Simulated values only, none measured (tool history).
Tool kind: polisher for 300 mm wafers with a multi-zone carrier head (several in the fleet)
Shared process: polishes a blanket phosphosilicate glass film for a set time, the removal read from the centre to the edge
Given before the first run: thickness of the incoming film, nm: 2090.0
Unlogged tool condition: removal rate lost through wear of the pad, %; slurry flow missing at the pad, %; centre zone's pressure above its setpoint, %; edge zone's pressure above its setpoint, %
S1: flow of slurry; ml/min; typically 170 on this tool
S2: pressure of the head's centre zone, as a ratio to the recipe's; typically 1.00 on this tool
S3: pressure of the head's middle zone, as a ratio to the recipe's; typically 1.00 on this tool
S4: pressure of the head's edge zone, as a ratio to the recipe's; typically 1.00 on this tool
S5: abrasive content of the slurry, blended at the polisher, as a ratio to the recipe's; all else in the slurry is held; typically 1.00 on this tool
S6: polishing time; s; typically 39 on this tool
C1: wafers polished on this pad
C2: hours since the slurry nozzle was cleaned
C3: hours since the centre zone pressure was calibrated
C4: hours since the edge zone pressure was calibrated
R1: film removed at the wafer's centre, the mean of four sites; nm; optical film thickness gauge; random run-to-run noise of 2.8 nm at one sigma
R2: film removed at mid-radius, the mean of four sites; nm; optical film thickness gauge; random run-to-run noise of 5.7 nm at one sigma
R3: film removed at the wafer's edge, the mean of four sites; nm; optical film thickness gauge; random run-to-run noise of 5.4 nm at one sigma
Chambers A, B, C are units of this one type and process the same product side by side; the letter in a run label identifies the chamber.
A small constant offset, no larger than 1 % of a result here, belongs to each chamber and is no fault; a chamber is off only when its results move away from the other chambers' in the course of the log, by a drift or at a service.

{"hour": 3.1, "done": "chamber A: worn pad replaced by a new one"}
{"run": "1A", "hour": 5.3, "S1": 170, "S2": 1.0, "S3": 1.0, "S4": 1.0, "S5": 1.0, "S6": 39, "C1": 29, "C2": 31.6, "C3": 72.1, "C4": 490.8, "R1": 403.11, "R2": 405.54, "R3": 408.62}
{"hour": 9.0, "done": "chamber C: worn pad replaced by a new one"}
{"run": "2B", "hour": 14.9, "S1": 170, "S2": 1.0, "S3": 1.0, "S4": 1.0, "S5": 1.0, "S6": 39, "C1": 469, "C2": 253.5, "C3": 742.8, "C4": 204.8, "R1": 401.44, "R2": 403.88, "R3": 403.98}
{"run": "3C", "hour": 24.0, "S1": 170, "S2": 1.0, "S3": 1.0, "S4": 1.0, "S5": 1.0, "S6": 39, "C1": 196, "C2": 262.7, "C3": 209.8, "C4": 887.4, "R1": 406.33, "R2": 392.39, "R3": 409.49}
{"run": "4C", "hour": 31.1, "S1": 170, "S2": 1.0, "S3": 1.0, "S4": 1.0, "S5": 1.0, "S6": 39, "C1": 289, "C2": 269.8, "C3": 216.9, "C4": 894.5, "R1": 408.97, "R2": 402.85, "R3": 398.44}
{"run": "5B", "hour": 38.1, "S1": 170, "S2": 1.0, "S3": 1.0, "S4": 1.0, "S5": 1.0, "S6": 39, "C1": 772, "C2": 276.7, "C3": 766.0, "C4": 228.0, "R1": 403.46, "R2": 395.73, "R3": 412.83}
{"run": "6A", "hour": 44.3, "S1": 170, "S2": 0.9, "S3": 1.0, "S4": 1.0, "S5": 1.0, "S6": 39, "C1": 538, "C2": 70.6, "C3": 111.1, "C4": 529.8, "R1": 362.0, "R2": 396.74, "R3": 398.29}
{"run": "7A", "hour": 50.2, "S1": 170, "S2": 0.9, "S3": 1.0, "S4": 1.0, "S5": 1.0, "S6": 39, "C1": 615, "C2": 76.5, "C3": 117.0, "C4": 535.7, "R1": 363.02, "R2": 393.98, "R3": 412.59}
{"run": "8C", "hour": 55.6, "S1": 170, "S2": 0.9, "S3": 1.0, "S4": 1.0, "S5": 1.0, "S6": 39, "C1": 609, "C2": 294.3, "C3": 241.4, "C4": 919.0, "R1": 356.77, "R2": 405.75, "R3": 397.27}
{"run": "9B", "hour": 61.1, "S1": 205, "S2": 1.0, "S3": 1.0, "S4": 1.0, "S5": 0.85, "S6": 39, "C1": 1073, "C2": 299.7, "C3": 789.0, "C4": 251.0, "R1": 386.61, "R2": 375.89, "R3": 381.86}
{"hour": 62.9, "done": "chamber C: worn pad replaced by a new one"}
{"hour": 65.7, "done": "chamber C: slurry nozzle cleaned"}
{"run": "10C", "hour": 68.7, "S1": 205, "S2": 1.0, "S3": 1.0, "S4": 1.0, "S5": 0.85, "S6": 39, "C1": 76, "C2": 3.0, "C3": 254.5, "C4": 932.1, "R1": 392.39, "R2": 387.65, "R3": 381.8}
{"run": "11A", "hour": 77.6, "S1": 205, "S2": 1.0, "S3": 1.0, "S4": 1.0, "S5": 0.85, "S6": 39, "C1": 973, "C2": 103.9, "C3": 144.4, "C4": 563.1, "R1": 387.37, "R2": 385.07, "R3": 382.87}
{"hour": 86.2, "done": "chamber B: worn pad replaced by a new one"}
{"run": "12B", "hour": 87.7, "S1": 125, "S2": 1.0, "S3": 1.12, "S4": 1.0, "S5": 1.0, "S6": 39, "C1": 20, "C2": 326.3, "C3": 815.6, "C4": 277.6, "R1": 373.91, "R2": 426.12, "R3": 392.05}
{"run": "13B", "hour": 93.6, "S1": 125, "S2": 1.0, "S3": 1.12, "S4": 1.0, "S5": 1.0, "S6": 39, "C1": 97, "C2": 332.2, "C3": 821.5, "C4": 283.5, "R1": 379.48, "R2": 410.85, "R3": 398.14}
{"run": "14A", "hour": 98.7, "S1": 125, "S2": 1.0, "S3": 1.12, "S4": 1.0, "S5": 1.0, "S6": 39, "C1": 1249, "C2": 125.0, "C3": 165.5, "C4": 584.2, "R1": 380.51, "R2": 424.37, "R3": 389.2}
{"hour": 105.7, "done": "chamber C: worn pad replaced by a new one"}
{"run": "15C", "hour": 106.9, "S1": 170, "S2": 1.0, "S3": 1.0, "S4": 1.0, "S5": 1.0, "S6": 39, "C1": 16, "C2": 41.2, "C3": 292.7, "C4": 970.3, "R1": 407.87, "R2": 403.39, "R3": 403.54}
{"run": "16B", "hour": 117.4, "S1": 170, "S2": 1.0, "S3": 1.0, "S4": 1.0, "S5": 1.0, "S6": 39, "C1": 408, "C2": 356.0, "C3": 845.3, "C4": 307.3, "R1": 408.41, "R2": 410.6, "R3": 405.99}
{"run": "17A", "hour": 124.1, "S1": 170, "S2": 1.0, "S3": 1.0, "S4": 1.0, "S5": 1.0, "S6": 39, "C1": 1581, "C2": 150.4, "C3": 190.9, "C4": 609.6, "R1": 409.92, "R2": 407.96, "R3": 410.62}
{"hour": 124.5, "done": "chamber A: worn pad replaced by a new one"}
{"hour": 124.8, "done": "chamber B: edge zone pressure recalibrated"}
{"run": "18C", "hour": 129.6, "S1": 170, "S2": 1.0, "S3": 1.0, "S4": 1.0, "S5": 1.0, "S6": 39, "C1": 313, "C2": 63.9, "C3": 315.4, "C4": 993.0, "R1": 408.01, "R2": 402.99, "R3": 406.98}
{"run": "19A", "hour": 134.3, "S1": 170, "S2": 1.0, "S3": 1.0, "S4": 1.0, "S5": 1.0, "S6": 39, "C1": 128, "C2": 160.6, "C3": 201.1, "C4": 619.8, "R1": 410.98, "R2": 401.53, "R3": 403.32}
{"run": "20B", "hour": 141.4, "S1": 170, "S2": 1.0, "S3": 1.0, "S4": 1.0, "S5": 1.0, "S6": 39, "C1": 721, "C2": 380.0, "C3": 869.3, "C4": 16.7, "R1": 405.85, "R2": 408.8, "R3": 406.86}
{"hour": 146.9, "done": "chamber C: worn pad replaced by a new one"}
{"run": "21C", "hour": 148.9, "S1": 170, "S2": 1.0, "S3": 1.0, "S4": 1.0, "S5": 1.0, "S6": 39, "C1": 27, "C2": 83.2, "C3": 334.7, "C4": 1012.3, "R1": 406.46, "R2": 402.49, "R3": 405.95}
{"run": "22B", "hour": 159.1, "S1": 170, "S2": 1.0, "S3": 1.0, "S4": 1.0, "S5": 1.0, "S6": 39, "C1": 953, "C2": 397.7, "C3": 887.0, "C4": 34.4, "R1": 403.65, "R2": 401.28, "R3": 407.44}
{"hour": 164.9, "done": "chamber C: centre zone pressure recalibrated"}
{"run": "23C", "hour": 165.1, "S1": 170, "S2": 1.05, "S3": 1.0, "S4": 1.08, "S5": 1.0, "S6": 39, "C1": 238, "C2": 99.4, "C3": 0.2, "C4": 1028.5, "R1": 426.95, "R2": 403.52, "R3": 430.16}
{"hour": 169.0, "done": "chamber C: edge zone pressure recalibrated"}
{"run": "24A", "hour": 170.5, "S1": 170, "S2": 1.05, "S3": 1.0, "S4": 1.08, "S5": 1.0, "S6": 39, "C1": 602, "C2": 196.8, "C3": 237.3, "C4": 656.0, "R1": 429.77, "R2": 401.5, "R3": 430.67}
{"run": "25A", "hour": 176.1, "S1": 170, "S2": 1.05, "S3": 1.0, "S4": 1.08, "S5": 1.0, "S6": 39, "C1": 675, "C2": 202.4, "C3": 242.9, "C4": 661.6, "R1": 427.4, "R2": 394.59, "R3": 430.0}
{"run": "26C", "hour": 181.1, "S1": 170, "S2": 1.0, "S3": 1.0, "S4": 1.0, "S5": 1.0, "S6": 39, "C1": 447, "C2": 115.4, "C3": 16.2, "C4": 12.2, "R1": 408.49, "R2": 398.36, "R3": 412.63}
{"hour": 184.5, "done": "chamber B: worn pad replaced by a new one"}
{"hour": 187.1, "done": "chamber C: worn pad replaced by a new one"}
{"run": "27B", "hour": 187.6, "S1": 170, "S2": 1.0, "S3": 1.0, "S4": 1.0, "S5": 1.0, "S6": 39, "C1": 41, "C2": 426.2, "C3": 915.5, "C4": 62.9, "R1": 409.06, "R2": 402.37, "R3": 402.95}
{"run": "28C", "hour": 196.8, "S1": 170, "S2": 1.0, "S3": 1.0, "S4": 1.0, "S5": 1.0, "S6": 39, "C1": 127, "C2": 131.1, "C3": 31.9, "C4": 27.9, "R1": 406.42, "R2": 394.84, "R3": 403.24}
{"run": "29A", "hour": 204.7, "S1": 170, "S2": 1.0, "S3": 1.0, "S4": 1.0, "S5": 1.0, "S6": 39, "C1": 1048, "C2": 231.0, "C3": 271.5, "C4": 690.2, "R1": 407.66, "R2": 401.39, "R3": 414.53}

Each of the 3 chambers runs these same settings next. Fill in every chamber's results:
{"run": "30A", "hour": 212.3, "S1": 170, "S2": 1.0, "S3": 1.0, "S4": 1.0, "S5": 1.0, "S6": 39, "R1": "?", "R2": "?", "R3": "?"}
{"run": "30B", "hour": 212.3, "S1": 170, "S2": 1.0, "S3": 1.0, "S4": 1.0, "S5": 1.0, "S6": 39, "R1": "?", "R2": "?", "R3": "?"}
{"run": "30C", "hour": 212.3, "S1": 170, "S2": 1.0, "S3": 1.0, "S4": 1.0, "S5": 1.0, "S6": 39, "R1": "?", "R2": "?", "R3": "?"}

run=30A R1=407.26 R2=404.40 R3=405.63
run=30B R1=406.04 R2=401.72 R3=410.28
run=30C R1=403.63 R2=402.46 R3=399.56
